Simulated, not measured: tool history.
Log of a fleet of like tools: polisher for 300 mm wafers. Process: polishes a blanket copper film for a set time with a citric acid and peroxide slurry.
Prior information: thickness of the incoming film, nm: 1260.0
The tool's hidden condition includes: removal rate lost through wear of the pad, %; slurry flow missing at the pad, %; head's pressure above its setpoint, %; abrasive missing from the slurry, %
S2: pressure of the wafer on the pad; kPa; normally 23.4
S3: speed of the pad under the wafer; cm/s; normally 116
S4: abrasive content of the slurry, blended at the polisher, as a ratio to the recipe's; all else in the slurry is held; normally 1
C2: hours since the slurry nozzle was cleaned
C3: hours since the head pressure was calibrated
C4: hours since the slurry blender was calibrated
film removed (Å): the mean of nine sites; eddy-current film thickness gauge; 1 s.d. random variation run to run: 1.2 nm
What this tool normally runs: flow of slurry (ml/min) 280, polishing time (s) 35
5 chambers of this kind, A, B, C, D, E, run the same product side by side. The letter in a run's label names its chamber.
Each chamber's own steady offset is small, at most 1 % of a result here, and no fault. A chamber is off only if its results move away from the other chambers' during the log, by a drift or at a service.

-- day=0.004 chamber A: worn pad replaced by a new one
-- day=0.312 chamber C: slurry blender recalibrated
-- day=0.462 chamber D: worn pad replaced by a new one
run 1E day=0.488 | flow_of_slurry_(ml/min)=280 S2=23.4 S3=116 S4=1 polishing_time_(s)=35 | wafers_polished_on_this_pad=308 C2=95.0 C3=440.0 C4=65.5 | film_removed_(Å)=924.29
run 2A day=0.879 | flow_of_slurry_(ml/min)=280 S2=23.4 S3=116 S4=1 polishing_time_(s)=35 | wafers_polished_on_this_pad=322 C2=263.2 C3=136.5 C4=99.6 | film_removed_(Å)=906.01
run 3D day=1.354 | flow_of_slurry_(ml/min)=280 S2=23.4 S3=116 S4=1 polishing_time_(s)=35 | wafers_polished_on_this_pad=328 C2=175.6 C3=741.8 C4=98.5 | film_removed_(Å)=929.69
run 4B day=1.688 | flow_of_slurry_(ml/min)=280 S2=23.4 S3=116 S4=1 polishing_time_(s)=35 | wafers_polished_on_this_pad=1235 C2=53.2 C3=349.1 C4=394.2 | film_removed_(Å)=901.28
-- day=1.921 chamber A: slurry blender recalibrated
run 5C day=1.933 | flow_of_slurry_(ml/min)=280 S2=23.4 S3=116 S4=1 polishing_time_(s)=35 | wafers_polished_on_this_pad=1153 C2=245.0 C3=392.6 C4=38.9 | film_removed_(Å)=918.53
-- day=2.054 chamber C: slurry nozzle cleaned
-- day=2.083 chamber E: worn pad replaced by a new one
run 6B day=2.179 | flow_of_slurry_(ml/min)=280 S2=23.4 S3=116 S4=1 polishing_time_(s)=35 | wafers_polished_on_this_pad=1416 C2=65.0 C3=360.9 C4=406.0 | film_removed_(Å)=900.31
run 7C day=2.433 | flow_of_slurry_(ml/min)=280 S2=23.4 S3=116 S4=1 polishing_time_(s)=35 | wafers_polished_on_this_pad=1337 C2=9.1 C3=404.6 C4=50.9 | film_removed_(Å)=896.81
-- day=2.488 chamber C: worn pad replaced by a new one
-- day=2.612 chamber B: slurry blender recalibrated
run 8E day=2.750 | flow_of_slurry_(ml/min)=280 S2=23.4 S3=116 S4=1 polishing_time_(s)=35 | wafers_polished_on_this_pad=246 C2=149.3 C3=494.3 C4=119.8 | film_removed_(Å)=923.46
-- day=2.783 chamber A: worn pad replaced by a new one
run 9D day=3.054 | flow_of_slurry_(ml/min)=280 S2=23.4 S3=116 S4=1 polishing_time_(s)=35 | wafers_polished_on_this_pad=954 C2=216.4 C3=782.6 C4=139.3 | film_removed_(Å)=916.22
-- day=3.158 chamber D: worn pad replaced by a new one
-- day=3.288 chamber E: head pressure recalibrated
run 10A day=3.296 | flow_of_slurry_(ml/min)=280 S2=23.4 S3=116 S4=1 polishing_time_(s)=35 | wafers_polished_on_this_pad=189 C2=321.2 C3=194.5 C4=33.0 | film_removed_(Å)=901.86
run 11E day=3.596 | flow_of_slurry_(ml/min)=280 S2=23.4 S3=116 S4=1 polishing_time_(s)=35 | wafers_polished_on_this_pad=558 C2=169.6 C3=7.4 C4=140.1 | film_removed_(Å)=943.15
run 12C day=3.896 | flow_of_slurry_(ml/min)=280 S2=23.4 S3=100 S4=1 polishing_time_(s)=35 | wafers_polished_on_this_pad=518 C2=44.2 C3=439.7 C4=86.0 | film_removed_(Å)=775.66
-- day=3.942 chamber D: slurry blender recalibrated
run 13D day=4.138 | flow_of_slurry_(ml/min)=280 S2=23.4 S3=100 S4=1 polishing_time_(s)=35 | wafers_polished_on_this_pad=360 C2=242.4 C3=808.6 C4=4.8 | film_removed_(Å)=791.53
run 14A day=4.429 | flow_of_slurry_(ml/min)=280 S2=23.4 S3=100 S4=1 polishing_time_(s)=35 | wafers_polished_on_this_pad=606 C2=348.4 C3=221.7 C4=60.2 | film_removed_(Å)=794.40
run 15B day=4.654 | flow_of_slurry_(ml/min)=280 S2=23.4 S3=100 S4=1 polishing_time_(s)=35 | wafers_polished_on_this_pad=2327 C2=124.4 C3=420.3 C4=49.0 | film_removed_(Å)=763.53
-- day=4.692 chamber D: slurry nozzle cleaned
-- day=4.871 chamber E: worn pad replaced by a new one
run 16E day=5.033 | flow_of_slurry_(ml/min)=280 S2=23.4 S3=100 S4=1 polishing_time_(s)=35 | wafers_polished_on_this_pad=60 C2=204.1 C3=41.9 C4=174.6 | film_removed_(Å)=823.89
run 17D day=5.288 | flow_of_slurry_(ml/min)=280 S2=23.4 S3=116 S4=1 polishing_time_(s)=35 | wafers_polished_on_this_pad=784 C2=14.3 C3=836.2 C4=32.4 | film_removed_(Å)=922.90
run 18C day=5.650 | flow_of_slurry_(ml/min)=280 S2=23.4 S3=116 S4=1 polishing_time_(s)=35 | wafers_polished_on_this_pad=1164 C2=86.3 C3=481.8 C4=128.1 | film_removed_(Å)=907.03
-- day=5.783 chamber D: worn pad replaced by a new one
-- day=5.925 chamber A: worn pad replaced by a new one
-- day=5.933 chamber C: worn pad replaced by a new one
run 19B day=6.154 | flow_of_slurry_(ml/min)=280 S2=23.4 S3=116 S4=1 polishing_time_(s)=35 | wafers_polished_on_this_pad=2879 C2=160.4 C3=456.3 C4=85.0 | film_removed_(Å)=877.34
run 20A day=6.388 | flow_of_slurry_(ml/min)=280 S2=23.4 S3=116 S4=1 polishing_time_(s)=35 | wafers_polished_on_this_pad=170 C2=395.4 C3=268.7 C4=107.2 | film_removed_(Å)=914.93
run 21E day=6.712 | flow_of_slurry_(ml/min)=280 S2=23.4 S3=116 S4=1 polishing_time_(s)=35 | wafers_polished_on_this_pad=678 C2=244.4 C3=82.2 C4=214.9 | film_removed_(Å)=921.22
-- day=6.746 chamber A: slurry blender recalibrated
run 22C day=7.200 | flow_of_slurry_(ml/min)=280 S2=23.4 S3=116 S4=1 polishing_time_(s)=35 | wafers_polished_on_this_pad=466 C2=123.5 C3=519.0 C4=165.3 | film_removed_(Å)=906.98
run 23A day=7.642 | flow_of_slurry_(ml/min)=280 S2=23.4 S3=116 S4=1 polishing_time_(s)=35 | wafers_polished_on_this_pad=632 C2=425.5 C3=298.8 C4=21.5 | film_removed_(Å)=922.48
-- day=7.796 chamber E: worn pad replaced by a new one
run 24B day=7.867 | flow_of_slurry_(ml/min)=280 S2=23.4 S3=116 S4=1 polishing_time_(s)=35 | wafers_polished_on_this_pad=3510 C2=201.5 C3=497.4 C4=126.1 | film_removed_(Å)=852.60
run 25D day=8.088 | flow_of_slurry_(ml/min)=280 S2=23.4 S3=116 S4=1 polishing_time_(s)=35 | wafers_polished_on_this_pad=848 C2=81.5 C3=903.4 C4=99.6 | film_removed_(Å)=901.49
-- day=8.392 chamber D: worn pad replaced by a new one
run 26B day=8.521 | flow_of_slurry_(ml/min)=280 S2=23.4 S3=116 S4=1 polishing_time_(s)=35 | wafers_polished_on_this_pad=3750 C2=217.2 C3=513.1 C4=141.8 | film_removed_(Å)=866.45
run 27D day=8.838 | flow_of_slurry_(ml/min)=280 S2=23.4 S3=116 S4=1 polishing_time_(s)=35 | wafers_polished_on_this_pad=164 C2=99.5 C3=921.4 C4=117.6 | film_removed_(Å)=905.47
-- day=8.921 chamber A: worn pad replaced by a new one
run 28C day=9.167 | flow_of_slurry_(ml/min)=280 S2=23.4 S3=116 S4=1 polishing_time_(s)=35 | wafers_polished_on_this_pad=1190 C2=170.7 C3=566.2 C4=212.5 | film_removed_(Å)=916.54
-- day=9.267 chamber C: worn pad replaced by a new one
run 29E day=9.529 | flow_of_slurry_(ml/min)=280 S2=23.4 S3=116 S4=1 polishing_time_(s)=35 | wafers_polished_on_this_pad=638 C2=312.0 C3=149.8 C4=282.5 | film_removed_(Å)=916.56
-- day=9.542 chamber E: slurry blender recalibrated
run 30A day=10.004 | flow_of_slurry_(ml/min)=280 S2=23.4 S3=116 S4=1 polishing_time_(s)=35 | wafers_polished_on_this_pad=399 C2=482.2 C3=355.5 C4=78.2 | film_removed_(Å)=901.92
-- day=10.212 chamber E: worn pad replaced by a new one
-- day=10.312 chamber D: slurry blender recalibrated
run 31C day=10.450 | flow_of_slurry_(ml/min)=280 S2=23.4 S3=116 S4=1 polishing_time_(s)=35 | wafers_polished_on_this_pad=437 C2=201.5 C3=597.0 C4=243.3 | film_removed_(Å)=924.22
run 32A day=10.925 | flow_of_slurry_(ml/min)=280 S2=23.4 S3=116 S4=1 polishing_time_(s)=35 | wafers_polished_on_this_pad=738 C2=504.3 C3=377.6 C4=100.3 | film_removed_(Å)=921.88
-- day=10.988 chamber B: slurry nozzle cleaned
-- day=11.358 chamber D: worn pad replaced by a new one
-- day=11.421 chamber C: head pressure recalibrated
run 33E day=11.429 | flow_of_slurry_(ml/min)=280 S2=23.4 S3=116 S4=1 polishing_time_(s)=35 | wafers_polished_on_this_pad=448 C2=357.6 C3=195.4 C4=45.4 | film_removed_(Å)=928.83
run 34B day=11.729 | flow_of_slurry_(ml/min)=280 S2=23.4 S3=116 S4=1 polishing_time_(s)=35 | wafers_polished_on_this_pad=4931 C2=17.8 C3=590.1 C4=218.8 | film_removed_(Å)=836.51
run 35D day=12.033 | flow_of_slurry_(ml/min)=280 S2=23.4 S3=116 S4=1 polishing_time_(s)=35 | wafers_polished_on_this_pad=248 C2=176.2 C3=998.1 C4=41.3 | film_removed_(Å)=900.46
run 36E day=12.254 | flow_of_slurry_(ml/min)=280 S2=23.4 S3=116 S4=1 polishing_time_(s)=35 | wafers_polished_on_this_pad=752 C2=377.4 C3=215.2 C4=65.2 | film_removed_(Å)=938.74
-- day=12.462 chamber C: worn pad replaced by a new one
run 37C day=12.529 | flow_of_slurry_(ml/min)=325 S2=30.3 S3=116 S4=1 polishing_time_(s)=35 | wafers_polished_on_this_pad=25 C2=251.4 C3=26.7 C4=293.2 | film_removed_(Å)=1193.00
run 38D day=12.950 | flow_of_slurry_(ml/min)=325 S2=30.3 S3=116 S4=1 polishing_time_(s)=35 | wafers_polished_on_this_pad=586 C2=198.2 C3=1020.1 C4=63.3 | film_removed_(Å)=1207.30

The same settings go to every chamber for the next run, one line per chamber below. Forecast the results for each:
run 39A day=13.317 | flow_of_slurry_(ml/min)=280 S2=23.4 S3=116 S4=1 polishing_time_(s)=35 | film_removed_(Å)=?
run 39B day=13.317 | flow_of_slurry_(ml/min)=280 S2=23.4 S3=116 S4=1 polishing_time_(s)=35 | film_removed_(Å)=?
run 39C day=13.317 | flow_of_slurry_(ml/min)=280 S2=23.4 S3=116 S4=1 polishing_time_(s)=35 | film_removed_(Å)=?
run 39D day=13.317 | flow_of_slurry_(ml/min)=280 S2=23.4 S3=116 S4=1 polishing_time_(s)=35 | film_removed_(Å)=?
run 39E day=13.317 | flow_of_slurry_(ml/min)=280 S2=23.4 S3=116 S4=1 polishing_time_(s)=35 | film_removed_(Å)=?

run=39A film_removed_(Å)=917.92
run=39B film_removed_(Å)=808.87
run=39C film_removed_(Å)=925.44
run=39D film_removed_(Å)=905.19
run=39E film_removed_(Å)=915.39
